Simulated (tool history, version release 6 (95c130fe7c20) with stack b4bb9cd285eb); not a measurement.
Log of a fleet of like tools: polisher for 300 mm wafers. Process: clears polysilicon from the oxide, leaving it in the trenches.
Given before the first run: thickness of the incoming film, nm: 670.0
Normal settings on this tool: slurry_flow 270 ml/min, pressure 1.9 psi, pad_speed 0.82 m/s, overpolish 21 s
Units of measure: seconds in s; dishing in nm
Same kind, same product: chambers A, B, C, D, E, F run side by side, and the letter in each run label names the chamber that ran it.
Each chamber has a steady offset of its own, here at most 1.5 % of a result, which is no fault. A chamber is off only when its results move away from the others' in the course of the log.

run	hour	slurry_flow	pressure	pad_speed	overpolish	seconds	dishing
1D	8.8	270	1.9	0.82	21	73.227	52.881
2E	15.5	270	1.9	0.82	21	71.916	54.163
# hour 18.9: chamber C: worn pad replaced by a new one
3C	21.2	270	1.9	0.82	21	73.376	53.481
# hour 23: chamber D: worn pad replaced by a new one
4B	25.6	270	1.9	0.82	21	72.66	53.851
# hour 25.7: chamber B: worn pad replaced by a new one
5F	32.6	270	1.9	0.82	21	72.411	53.915
# hour 37.9: chamber E: worn pad replaced by a new one
6A	39.8	270	1.9	0.82	21	74.146	54.538
7F	46	270	1.9	0.82	21	73.702	51.736
8C	51.7	270	1.9	0.82	21	72.769	52.925
9B	56.3	270	1.9	0.82	21	72.86	52.569
# hour 57.9: chamber F: worn pad replaced by a new one
10D	65.6	195	1.9	0.82	14	76.268	49.564
# hour 73: chamber A: worn pad replaced by a new one
11A	75.1	195	1.9	0.82	14	77.126	49.343
12E	81.7	195	1.9	0.82	14	75.197	48.691
# hour 84: chamber B: worn pad replaced by a new one
# hour 86.2: chamber C: worn pad replaced by a new one
13D	88.3	195	1.9	0.82	14	74.775	48.322
# hour 91.8: chamber E: slurry nozzle cleaned
14F	96.6	195	1.9	0.82	14	75.314	49.397
15B	102.4	195	1.9	0.82	14	76.238	49.967
16C	109.1	270	1.9	0.82	21	73.036	51.833
# hour 118.1: chamber D: worn pad replaced by a new one
17E	118.4	270	1.9	0.82	21	71.997	52.389
# hour 125.9: chamber F: worn pad replaced by a new one
18A	127	270	1.9	0.82	21	72.093	52.275
19E	131.5	270	1.9	0.82	21	72.689	53.348
# hour 135: chamber C: slurry nozzle cleaned
20A	136.3	270	1.9	0.82	21	73.326	53.286
21F	143.6	215	1.9	0.82	21	74.134	53.752
# hour 145.9: chamber B: worn pad replaced by a new one
22B	148.5	215	1.9	0.82	21	74.048	51.741
23D	153.7	215	1.9	0.82	21	75.48	52.507
# hour 157: chamber C: worn pad replaced by a new one
# hour 157.4: chamber B: head pressure recalibrated
24C	161.2	215	1.9	0.82	21	74.826	53.906
25D	169	215	1.9	0.82	21	75.78	53.08
# hour 173: chamber F: slurry nozzle cleaned
26B	178.1	215	1.9	0.82	21	75.668	53.904
# hour 178.2: chamber A: worn pad replaced by a new one
27F	183.6	270	1.6	0.82	9	85.265	39.273
# hour 188.1: chamber F: worn pad replaced by a new one
# hour 188.2: chamber E: worn pad replaced by a new one
28C	189.5	270	1.6	0.82	9	86.856	40.249
# hour 196.3: chamber F: head pressure recalibrated
29A	199.2	270	1.6	0.82	9	88.227	39.058
# hour 204.6: chamber D: slurry nozzle cleaned
# hour 205.1: chamber B: worn pad replaced by a new one
30E	206.2	270	1.6	0.82	9	86.464	38.757
31A	213.4	270	1.6	0.82	9	85.619	39.645
# hour 213.5: chamber D: worn pad replaced by a new one
# hour 219.4: chamber C: head pressure recalibrated
32E	220.7	270	1.6	0.82	9	87.317	38.542
# hour 226.2: chamber C: worn pad replaced by a new one
33C	228.6	240	1.9	1.02	21	60.521	55.262
34B	233.4	240	1.9	1.02	21	59.564	54.101
35D	243	240	1.9	1.02	21	58.726	54.288
36F	251.3	240	1.9	1.02	21	58.469	55.001
37D	256.9	240	1.9	1.02	21	59.615	52.683
# hour 259: chamber F: worn pad replaced by a new one
38F	261.7	240	1.9	1.02	21	59.322	55.691
# hour 267.1: chamber B: worn pad replaced by a new one
39A	270	270	1.9	0.82	21	73.217	51.053
40C	276.5	270	1.9	0.82	21	73.806	52.191
41E	285.2	270	1.9	0.82	21	72.36	53.468
42B	294.7	270	1.9	0.82	21	73.367	51.494
# hour 299.8: chamber A: worn pad replaced by a new one
43A	303.5	270	1.9	0.82	21	74.002	53.216

Next, all 6 chambers run the settings below, one line each with question marks for the results. What does each chamber give?
44A	310.6	270	1.9	0.82	21	?	?
44B	310.6	270	1.9	0.82	21	?	?
44C	310.6	270	1.9	0.82	21	?	?
44D	310.6	270	1.9	0.82	21	?	?
44E	310.6	270	1.9	0.82	21	?	?
44F	310.6	270	1.9	0.82	21	?	?

run	seconds	dishing
44A	72.624	52.539
44B	72.034	53.504
44C	72.952	54.37
44D	72.346	52.446
44E	72.267	52.753
44F	73.37	53.536
